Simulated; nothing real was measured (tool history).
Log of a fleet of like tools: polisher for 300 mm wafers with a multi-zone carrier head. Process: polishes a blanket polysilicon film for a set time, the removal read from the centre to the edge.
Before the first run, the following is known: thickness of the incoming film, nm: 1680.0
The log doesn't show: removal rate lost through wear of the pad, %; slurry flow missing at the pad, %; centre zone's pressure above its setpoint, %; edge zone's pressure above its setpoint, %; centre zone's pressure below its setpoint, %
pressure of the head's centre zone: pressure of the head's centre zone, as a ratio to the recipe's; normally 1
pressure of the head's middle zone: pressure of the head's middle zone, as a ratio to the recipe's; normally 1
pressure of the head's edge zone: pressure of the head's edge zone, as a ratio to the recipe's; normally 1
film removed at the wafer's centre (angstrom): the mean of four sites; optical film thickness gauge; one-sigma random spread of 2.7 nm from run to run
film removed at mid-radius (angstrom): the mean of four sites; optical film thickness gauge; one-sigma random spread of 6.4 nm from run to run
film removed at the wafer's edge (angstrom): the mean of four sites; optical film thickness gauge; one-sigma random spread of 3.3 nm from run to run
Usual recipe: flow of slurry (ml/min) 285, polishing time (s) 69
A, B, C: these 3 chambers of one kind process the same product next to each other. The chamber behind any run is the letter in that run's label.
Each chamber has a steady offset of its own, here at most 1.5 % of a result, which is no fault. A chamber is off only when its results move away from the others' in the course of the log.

| run | hour | flow of slurry (ml/min) | pressure of the head's centre zone | pressure of the head's middle zone | pressure of the head's edge zone | polishing time (s) | wafers polished on this pad | hours since the slurry nozzle was cleaned | hours since the centre zone pressure was calibrated | hours since the edge zone pressure was calibrated | film removed at the wafer's centre (angstrom) | film removed at mid-radius (angstrom) | film removed at the wafer's edge (angstrom) |
|---|---|---|---|---|---|---|---|---|---|---|---|---|---|
|  | 5 | chamber A: slurry nozzle cleaned |
| 1B | 8.8 | 285 | 1 | 1 | 1 | 69 | 271 | 76.9 | 176.3 | 269.1 | 4450.8 | 4304.4 | 4314.4 |
| 2C | 17.8 | 285 | 1 | 1 | 1 | 69 | 311 | 497.5 | 878.9 | 1301.7 | 4393.3 | 4344.8 | 4384.8 |
|  | 20.9 | chamber C: slurry nozzle cleaned |
| 3A | 23.8 | 285 | 1 | 1 | 1 | 69 | 724 | 18.8 | 217 | 542.3 | 4421.8 | 4463.6 | 4402.2 |
|  | 25.5 | chamber A: worn pad replaced by a new one |
| 4C | 29.5 | 285 | 1 | 1 | 1 | 69 | 453 | 8.6 | 890.6 | 1313.4 | 4417.4 | 4330.3 | 4413.7 |
|  | 32.4 | chamber B: worn pad replaced by a new one |
| 5A | 38.7 | 285 | 1 | 1 | 1 | 69 | 161 | 33.7 | 231.9 | 557.2 | 4395.1 | 4407.3 | 4411.8 |
| 6B | 49 | 285 | 1 | 1 | 1 | 69 | 202 | 117.1 | 216.5 | 309.3 | 4449.1 | 4339.5 | 4330.7 |
| 7A | 57.9 | 285 | 1 | 1 | 1 | 69 | 394 | 52.9 | 251.1 | 576.4 | 4366.9 | 4411.4 | 4352 |
| 8C | 66.3 | 285 | 1.04 | 0.92 | 1 | 69 | 900 | 45.4 | 927.4 | 1350.2 | 4567.2 | 4069.8 | 4387.1 |
| 9B | 72.1 | 285 | 1.04 | 0.92 | 1 | 69 | 483 | 140.2 | 239.6 | 332.4 | 4593.2 | 4090.2 | 4342.2 |
| 10A | 80.4 | 285 | 1.04 | 0.92 | 1 | 69 | 667 | 75.4 | 273.6 | 598.9 | 4585.7 | 4049.5 | 4353.4 |
|  | 80.9 | chamber A: worn pad replaced by a new one |
|  | 84.6 | chamber B: worn pad replaced by a new one |
| 11C | 85.5 | 185 | 1 | 1 | 1 | 86 | 1133 | 64.6 | 946.6 | 1369.4 | 5082.6 | 5029.1 | 5264.4 |
| 12B | 92.3 | 185 | 1 | 1 | 1 | 86 | 94 | 160.4 | 259.8 | 352.6 | 5175.9 | 5074.6 | 5202.1 |
|  | 93 | chamber C: edge zone pressure recalibrated |
| 13C | 99.2 | 185 | 1 | 1 | 1 | 86 | 1299 | 78.3 | 960.3 | 6.2 | 5150.5 | 5171.9 | 5251.8 |
| 14A | 108.3 | 285 | 1 | 1 | 1 | 69 | 333 | 103.3 | 301.5 | 626.8 | 4400.7 | 4378.6 | 4391 |
|  | 110.4 | chamber C: worn pad replaced by a new one |
| 15B | 113.2 | 285 | 1 | 1 | 1 | 87 | 347 | 181.3 | 280.7 | 373.5 | 5535.7 | 5485.6 | 5467.6 |
|  | 119.5 | chamber A: edge zone pressure recalibrated |
| 16B | 121.8 | 285 | 1 | 1 | 1 | 87 | 452 | 189.9 | 289.3 | 382.1 | 5595.3 | 5451.4 | 5457.3 |
| 17C | 127.7 | 285 | 1 | 1 | 1 | 87 | 210 | 106.8 | 988.8 | 34.7 | 5501.7 | 5467.8 | 5532.5 |
|  | 131.2 | chamber C: centre zone pressure recalibrated |
|  | 134.2 | chamber B: worn pad replaced by a new one |
| 18A | 134.8 | 285 | 1 | 1 | 1 | 69 | 654 | 129.8 | 328 | 15.4 | 4364.6 | 4309.9 | 4385.5 |
|  | 142.6 | chamber A: worn pad replaced by a new one |
| 19A | 145 | 285 | 1 | 1 | 1 | 69 | 29 | 140 | 338.2 | 25.6 | 4433.6 | 4441.5 | 4336.4 |
| 20C | 154.1 | 285 | 1 | 1 | 1 | 69 | 530 | 133.2 | 22.9 | 61.1 | 4389.2 | 4364.7 | 4389.3 |
| 21B | 159.9 | 285 | 1 | 1 | 1 | 69 | 312 | 228 | 327.4 | 420.2 | 4475.1 | 4349.9 | 4303.5 |
| 22B | 165.2 | 285 | 1 | 1 | 1 | 69 | 376 | 233.3 | 332.7 | 425.5 | 4453.1 | 4292.5 | 4304.9 |
| 23C | 173.6 | 285 | 1 | 1 | 1 | 69 | 767 | 152.7 | 42.4 | 80.6 | 4359.5 | 4339.8 | 4440.6 |
| 24A | 181.7 | 285 | 1 | 1 | 1 | 69 | 474 | 176.7 | 374.9 | 62.3 | 4402.8 | 4449.7 | 4383.3 |
| 25C | 187.3 | 285 | 1 | 1 | 1 | 69 | 933 | 166.4 | 56.1 | 94.3 | 4418.9 | 4372.1 | 4430.9 |
| 26A | 193.7 | 285 | 1 | 1 | 1 | 69 | 620 | 188.7 | 386.9 | 74.3 | 4393.8 | 4397.5 | 4357.5 |

All 3 chambers run these settings next. Forecast each chamber's results:
| 27A | 201.4 | 285 | 1 | 1 | 1 | 69 |  |  |  |  | ? | ? | ? |
| 27B | 201.4 | 285 | 1 | 1 | 1 | 69 |  |  |  |  | ? | ? | ? |
| 27C | 201.4 | 285 | 1 | 1 | 1 | 69 |  |  |  |  | ? | ? | ? |

| run | film removed at the wafer's centre (angstrom) | film removed at mid-radius (angstrom) | film removed at the wafer's edge (angstrom) |
|---|---|---|---|
| 27A | 4414.6 | 4394.4 | 4357.3 |
| 27B | 4430.7 | 4351.3 | 4358.9 |
| 27C | 4356.9 | 4353.3 | 4433.4 |

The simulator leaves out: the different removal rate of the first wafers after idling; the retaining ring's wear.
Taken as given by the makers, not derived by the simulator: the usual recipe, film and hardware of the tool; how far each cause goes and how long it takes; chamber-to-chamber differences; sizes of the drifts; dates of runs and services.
